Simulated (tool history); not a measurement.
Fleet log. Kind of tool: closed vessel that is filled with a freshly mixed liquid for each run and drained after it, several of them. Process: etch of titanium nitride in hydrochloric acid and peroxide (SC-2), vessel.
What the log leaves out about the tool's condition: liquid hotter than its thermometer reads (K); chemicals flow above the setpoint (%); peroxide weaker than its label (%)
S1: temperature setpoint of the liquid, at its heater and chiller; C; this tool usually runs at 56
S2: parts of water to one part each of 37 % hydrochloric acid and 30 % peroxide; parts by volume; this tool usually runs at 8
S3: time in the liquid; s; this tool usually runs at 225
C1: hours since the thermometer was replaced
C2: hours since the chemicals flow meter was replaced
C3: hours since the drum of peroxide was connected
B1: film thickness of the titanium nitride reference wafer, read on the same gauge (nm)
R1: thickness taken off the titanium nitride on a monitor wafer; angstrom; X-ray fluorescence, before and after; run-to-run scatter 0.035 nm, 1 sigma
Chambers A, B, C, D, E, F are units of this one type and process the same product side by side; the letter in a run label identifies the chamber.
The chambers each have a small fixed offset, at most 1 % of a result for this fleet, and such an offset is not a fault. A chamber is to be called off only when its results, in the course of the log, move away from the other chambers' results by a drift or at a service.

run	day	S1	S2	S3	C1	C2	C3	B1	R1
1E	0.396	56	8	225	198.1	13.9	404.7	110.01	55.803
2B	1.092	56	8	225	627.9	1176.5	476.3	110.00	55.671
3D	1.592	56	8	225	256.2	289.3	370.3	110.00	55.707
# day 1.808: chamber F: new drum of peroxide connected
4F	1.938	56	8	225	1292.9	1659.5	3.2	110.01	55.383
5A	2.454	56	8	175	959.5	1316.3	185.3	110.01	42.844
# day 2.829: chamber F: chemicals flow meter replaced
6C	2.921	56	8	175	748.0	789.0	151.3	110.00	43.285
7F	3.412	56	8	175	1328.3	14.1	38.6	110.02	43.304
8D	3.971	56	8	175	313.3	346.4	427.4	109.99	43.317
9B	4.517	56	8	175	710.1	1258.7	558.5	110.00	43.753
10E	4.933	56	8	175	307.0	122.8	513.6	110.00	43.369
# day 4.975: chamber D: new drum of peroxide connected
11A	5.346	56	8	350	1028.9	1385.7	254.7	110.01	85.926
# day 5.688: chamber A: thermometer replaced
# day 6.004: chamber C: thermometer replaced
12C	6.021	56	8	350	0.5	863.4	225.7	109.98	86.709
13F	6.462	56	8	350	1401.5	87.3	111.8	110.00	86.036
14C	6.988	56	8	350	23.7	886.6	248.9	110.00	86.601
# day 6.996: chamber D: chemicals flow meter replaced
15D	7.592	56	8	350	400.2	14.3	62.9	109.99	86.302
16E	8.133	56	8	350	383.8	199.6	590.4	110.00	86.639
17B	8.704	56	8	225	810.6	1359.2	659.0	109.99	55.699
18A	9.379	56	8	225	88.6	1482.5	351.5	110.00	55.714
# day 9.458: chamber C: chemicals flow meter replaced
19F	9.850	56	8	225	1482.8	168.6	193.1	110.02	56.623
20B	10.392	56	8	225	851.1	1399.7	699.5	110.02	56.210
21C	10.717	56	8	225	113.2	30.2	338.4	110.01	55.881
22E	11.371	56	8	225	461.5	277.3	668.1	110.01	55.267
23D	11.879	56	8	225	503.1	117.2	165.8	110.01	54.899
24A	12.279	56	8	225	158.2	1552.1	421.1	110.01	55.524
25B	12.750	56	8	225	907.7	1456.3	756.1	109.99	55.893
26F	13.421	56	8	225	1568.5	254.3	278.8	109.99	57.539
27A	13.921	56	8	170	197.6	1591.5	460.5	110.01	41.812
28C	14.275	56	8	170	198.6	115.6	423.8	109.99	42.592
29E	14.896	56	8	170	546.1	361.9	752.7	109.99	42.038
30D	15.317	56	8	170	585.6	199.7	248.3	110.00	41.685
31D	15.975	56	8	170	601.4	215.5	264.1	110.02	42.019
32C	16.408	56	8	170	249.8	166.8	475.0	110.00	42.100
33B	16.762	56	8	225	1004.0	1552.6	852.4	109.99	56.356
34E	17.196	56	8	225	601.3	417.1	807.9	109.99	55.723
35F	17.658	56	8	225	1670.2	356.0	380.5	110.00	58.999
36A	18.121	56	8	225	298.4	1692.3	561.3	109.98	55.564
37C	18.796	56	8	225	307.1	224.1	532.3	109.99	55.922

One chamber off, gauge drift, or nothing amiss beyond the chambers' own small offsets? If it is a chamber, which one, and what is the likeliest cause?

Chamber F drifts away from the others.
What lies behind it: liquid hotter than its thermometer reads (K) = 1.01.
From this log alone, it may not be told apart from: chemicals flow above the setpoint (%).

Which of the 4 candidates below, each the usual settings with something changed and its results left as question marks, puts chamber F back in line with what the other chambers give on the usual settings?
A result is in line if it is within this distance of the other chambers' mean on the usual settings: R1 1.200 angstrom
38F-1	19.296	57.0	8.0	225					?
38F-2	19.296	57.5	8.0	225					?
38F-3	19.296	55.0	8.5	225					?
38F-4	19.296	55.0	8.0	225					?

Other chambers, usual settings, mean: R1 55.579 angstrom
run	R1
38F-1	63.024
38F-2	65.054
38F-3	52.899
38F-4	55.502
Change 38F-4 lands the chamber within the allowed miss of the other chambers.
